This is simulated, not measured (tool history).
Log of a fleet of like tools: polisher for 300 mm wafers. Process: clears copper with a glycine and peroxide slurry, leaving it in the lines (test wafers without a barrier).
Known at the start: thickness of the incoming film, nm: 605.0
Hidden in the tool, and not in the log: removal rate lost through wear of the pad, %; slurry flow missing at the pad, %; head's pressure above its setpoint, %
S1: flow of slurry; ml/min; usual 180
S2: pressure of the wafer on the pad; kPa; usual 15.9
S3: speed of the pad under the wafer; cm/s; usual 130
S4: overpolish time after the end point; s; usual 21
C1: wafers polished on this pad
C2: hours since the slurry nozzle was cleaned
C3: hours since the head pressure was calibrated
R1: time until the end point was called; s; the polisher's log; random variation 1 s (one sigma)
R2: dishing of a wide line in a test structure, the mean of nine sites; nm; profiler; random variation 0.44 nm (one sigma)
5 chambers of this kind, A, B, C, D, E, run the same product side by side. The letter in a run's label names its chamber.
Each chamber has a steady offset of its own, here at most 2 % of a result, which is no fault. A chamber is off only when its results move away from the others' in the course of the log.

{"run": "1C", "day": 0.221, "S1": 180, "S2": 15.9, "S3": 130, "S4": 21, "C1": 349, "C2": 70.9, "C3": 94.9, "R1": 124.18, "R2": 39.97}
{"run": "2B", "day": 0.446, "S1": 180, "S2": 15.9, "S3": 130, "S4": 21, "C1": 594, "C2": 277.2, "C3": 628.5, "R1": 127.55, "R2": 40.23}
{"run": "3D", "day": 0.762, "S1": 180, "S2": 15.9, "S3": 130, "S4": 21, "C1": 532, "C2": 386.9, "C3": 396.6, "R1": 124.99, "R2": 39.88}
{"day": 0.971, "done": "chamber D: worn pad replaced by a new one"}
{"run": "4E", "day": 1.012, "S1": 180, "S2": 15.9, "S3": 130, "S4": 21, "C1": 590, "C2": 92.8, "C3": 1444.2, "R1": 123.45, "R2": 39.499}
{"run": "5A", "day": 1.204, "S1": 180, "S2": 15.9, "S3": 130, "S4": 13, "C1": 590, "C2": 416.4, "C3": 479.8, "R1": 123.73, "R2": 31.403}
{"run": "6B", "day": 1.4, "S1": 180, "S2": 15.9, "S3": 130, "S4": 13, "C1": 716, "C2": 300.1, "C3": 651.4, "R1": 125.36, "R2": 30.807}
{"run": "7A", "day": 1.571, "S1": 180, "S2": 15.9, "S3": 130, "S4": 13, "C1": 637, "C2": 425.2, "C3": 488.6, "R1": 126.57, "R2": 31.461}
{"run": "8E", "day": 1.792, "S1": 180, "S2": 15.9, "S3": 130, "S4": 13, "C1": 690, "C2": 111.5, "C3": 1462.9, "R1": 124.55, "R2": 32.442}
{"day": 1.875, "done": "chamber E: head pressure recalibrated"}
{"run": "9C", "day": 2.033, "S1": 180, "S2": 15.9, "S3": 130, "S4": 13, "C1": 581, "C2": 114.4, "C3": 138.4, "R1": 123.87, "R2": 31.267}
{"run": "10D", "day": 2.346, "S1": 180, "S2": 15.9, "S3": 130, "S4": 21, "C1": 176, "C2": 424.9, "C3": 434.6, "R1": 125.78, "R2": 39.866}
{"day": 2.458, "done": "chamber A: slurry nozzle cleaned"}
{"run": "11A", "day": 2.546, "S1": 240, "S2": 15.9, "S3": 130, "S4": 33, "C1": 762, "C2": 2.2, "C3": 512.0, "R1": 119.67, "R2": 45.949}
{"run": "12D", "day": 2.729, "S1": 240, "S2": 15.9, "S3": 130, "S4": 33, "C1": 226, "C2": 434.1, "C3": 443.8, "R1": 120.74, "R2": 46.969}
{"run": "13E", "day": 3.004, "S1": 240, "S2": 15.9, "S3": 130, "S4": 33, "C1": 846, "C2": 140.6, "C3": 27.2, "R1": 117.33, "R2": 46.189}
{"day": 3.167, "done": "chamber C: worn pad replaced by a new one"}
{"run": "14C", "day": 3.371, "S1": 240, "S2": 15.9, "S3": 130, "S4": 33, "C1": 26, "C2": 146.5, "C3": 170.5, "R1": 119.75, "R2": 46.589}
{"day": 3.646, "done": "chamber E: worn pad replaced by a new one"}
{"run": "15B", "day": 3.65, "S1": 240, "S2": 15.9, "S3": 130, "S4": 33, "C1": 1005, "C2": 354.1, "C3": 705.4, "R1": 121.75, "R2": 46.086}
{"day": 3.804, "done": "chamber D: head pressure recalibrated"}
{"run": "16C", "day": 3.879, "S1": 180, "S2": 15.9, "S3": 148, "S4": 33, "C1": 91, "C2": 158.7, "C3": 182.7, "R1": 112.84, "R2": 44.467}
{"run": "17E", "day": 4.046, "S1": 180, "S2": 15.9, "S3": 148, "S4": 33, "C1": 51, "C2": 165.6, "C3": 52.2, "R1": 112.13, "R2": 46.751}
{"run": "18B", "day": 4.379, "S1": 180, "S2": 15.9, "S3": 148, "S4": 33, "C1": 1098, "C2": 371.6, "C3": 722.9, "R1": 113.5, "R2": 46.153}
{"run": "19A", "day": 4.633, "S1": 180, "S2": 15.9, "S3": 148, "S4": 33, "C1": 1030, "C2": 52.3, "C3": 562.1, "R1": 111.69, "R2": 46.268}
{"day": 4.729, "done": "chamber D: worn pad replaced by a new one"}
{"run": "20D", "day": 4.958, "S1": 180, "S2": 15.9, "S3": 148, "S4": 33, "C1": 29, "C2": 487.6, "C3": 27.8, "R1": 112.1, "R2": 45.86}
{"day": 4.971, "done": "chamber A: worn pad replaced by a new one"}
{"day": 5.167, "done": "chamber B: worn pad replaced by a new one"}
{"run": "21C", "day": 5.267, "S1": 180, "S2": 13.1, "S3": 104, "S4": 21, "C1": 269, "C2": 192.0, "C3": 216.0, "R1": 174.22, "R2": 34.717}
{"run": "22B", "day": 5.542, "S1": 180, "S2": 13.1, "S3": 104, "S4": 21, "C1": 48, "C2": 399.5, "C3": 750.8, "R1": 178.95, "R2": 34.616}
{"run": "23E", "day": 5.892, "S1": 180, "S2": 13.1, "S3": 104, "S4": 21, "C1": 288, "C2": 209.9, "C3": 96.5, "R1": 169.87, "R2": 35.048}
{"run": "24A", "day": 6.158, "S1": 180, "S2": 13.1, "S3": 104, "S4": 21, "C1": 152, "C2": 88.9, "C3": 598.7, "R1": 173.93, "R2": 34.991}
{"run": "25D", "day": 6.471, "S1": 180, "S2": 13.1, "S3": 104, "S4": 21, "C1": 223, "C2": 523.9, "C3": 64.1, "R1": 173.57, "R2": 35.019}
{"day": 6.717, "done": "chamber E: slurry nozzle cleaned"}
{"run": "26B", "day": 6.838, "S1": 180, "S2": 15.9, "S3": 130, "S4": 21, "C1": 214, "C2": 430.6, "C3": 781.9, "R1": 126.62, "R2": 39.904}
{"run": "27E", "day": 7.108, "S1": 180, "S2": 15.9, "S3": 130, "S4": 21, "C1": 444, "C2": 9.4, "C3": 125.7, "R1": 124.25, "R2": 39.828}
{"run": "28C", "day": 7.475, "S1": 180, "S2": 15.9, "S3": 130, "S4": 21, "C1": 552, "C2": 245.0, "C3": 269.0, "R1": 125.77, "R2": 38.977}
{"run": "29A", "day": 7.788, "S1": 180, "S2": 15.9, "S3": 130, "S4": 10, "C1": 361, "C2": 128.0, "C3": 637.8, "R1": 124.39, "R2": 26.997}
{"day": 7.892, "done": "chamber B: slurry nozzle cleaned"}
{"run": "30D", "day": 8.088, "S1": 180, "S2": 15.9, "S3": 130, "S4": 10, "C1": 431, "C2": 562.7, "C3": 102.9, "R1": 123.72, "R2": 26.623}
{"day": 8.221, "done": "chamber C: worn pad replaced by a new one"}
{"run": "31C", "day": 8.35, "S1": 180, "S2": 15.9, "S3": 130, "S4": 10, "C1": 16, "C2": 266.0, "C3": 290.0, "R1": 121.51, "R2": 26.838}
{"run": "32E", "day": 8.596, "S1": 180, "S2": 15.9, "S3": 130, "S4": 10, "C1": 635, "C2": 45.1, "C3": 161.4, "R1": 125.18, "R2": 26.689}
{"day": 8.621, "done": "chamber D: worn pad replaced by a new one"}
{"run": "33A", "day": 8.9, "S1": 180, "S2": 15.9, "S3": 130, "S4": 10, "C1": 504, "C2": 154.7, "C3": 664.5, "R1": 122.9, "R2": 27.187}
{"run": "34B", "day": 9.154, "S1": 180, "S2": 15.9, "S3": 130, "S4": 21, "C1": 512, "C2": 30.3, "C3": 837.5, "R1": 126.15, "R2": 39.787}
{"run": "35D", "day": 9.375, "S1": 180, "S2": 11.7, "S3": 130, "S4": 21, "C1": 97, "C2": 593.6, "C3": 133.8, "R1": 159.72, "R2": 35.466}
{"run": "36E", "day": 9.633, "S1": 180, "S2": 11.7, "S3": 130, "S4": 21, "C1": 768, "C2": 70.0, "C3": 186.3, "R1": 157.9, "R2": 35.403}
{"run": "37D", "day": 9.971, "S1": 180, "S2": 11.7, "S3": 130, "S4": 21, "C1": 173, "C2": 607.9, "C3": 148.1, "R1": 161.16, "R2": 34.979}
{"run": "38B", "day": 10.154, "S1": 180, "S2": 11.7, "S3": 130, "S4": 21, "C1": 640, "C2": 54.3, "C3": 861.5, "R1": 160.5, "R2": 35.31}
{"run": "39A", "day": 10.329, "S1": 180, "S2": 11.7, "S3": 130, "S4": 21, "C1": 688, "C2": 189.0, "C3": 698.8, "R1": 156.22, "R2": 36.052}
{"run": "40C", "day": 10.646, "S1": 180, "S2": 15.9, "S3": 130, "S4": 21, "C1": 311, "C2": 321.1, "C3": 345.1, "R1": 125.46, "R2": 39.72}

All 5 chambers run these settings next. Forecast each chamber's results:
{"run": "41A", "day": 10.912, "S1": 180, "S2": 15.9, "S3": 130, "S4": 21, "R1": "?", "R2": "?"}
{"run": "41B", "day": 10.912, "S1": 180, "S2": 15.9, "S3": 130, "S4": 21, "R1": "?", "R2": "?"}
{"run": "41C", "day": 10.912, "S1": 180, "S2": 15.9, "S3": 130, "S4": 21, "R1": "?", "R2": "?"}
{"run": "41D", "day": 10.912, "S1": 180, "S2": 15.9, "S3": 130, "S4": 21, "R1": "?", "R2": "?"}
{"run": "41E", "day": 10.912, "S1": 180, "S2": 15.9, "S3": 130, "S4": 21, "R1": "?", "R2": "?"}

run=41A R1=124.89 R2=40.425
run=41B R1=127.98 R2=39.749
run=41C R1=123.65 R2=39.667
run=41D R1=127.21 R2=40.033
run=41E R1=124.84 R2=40.257
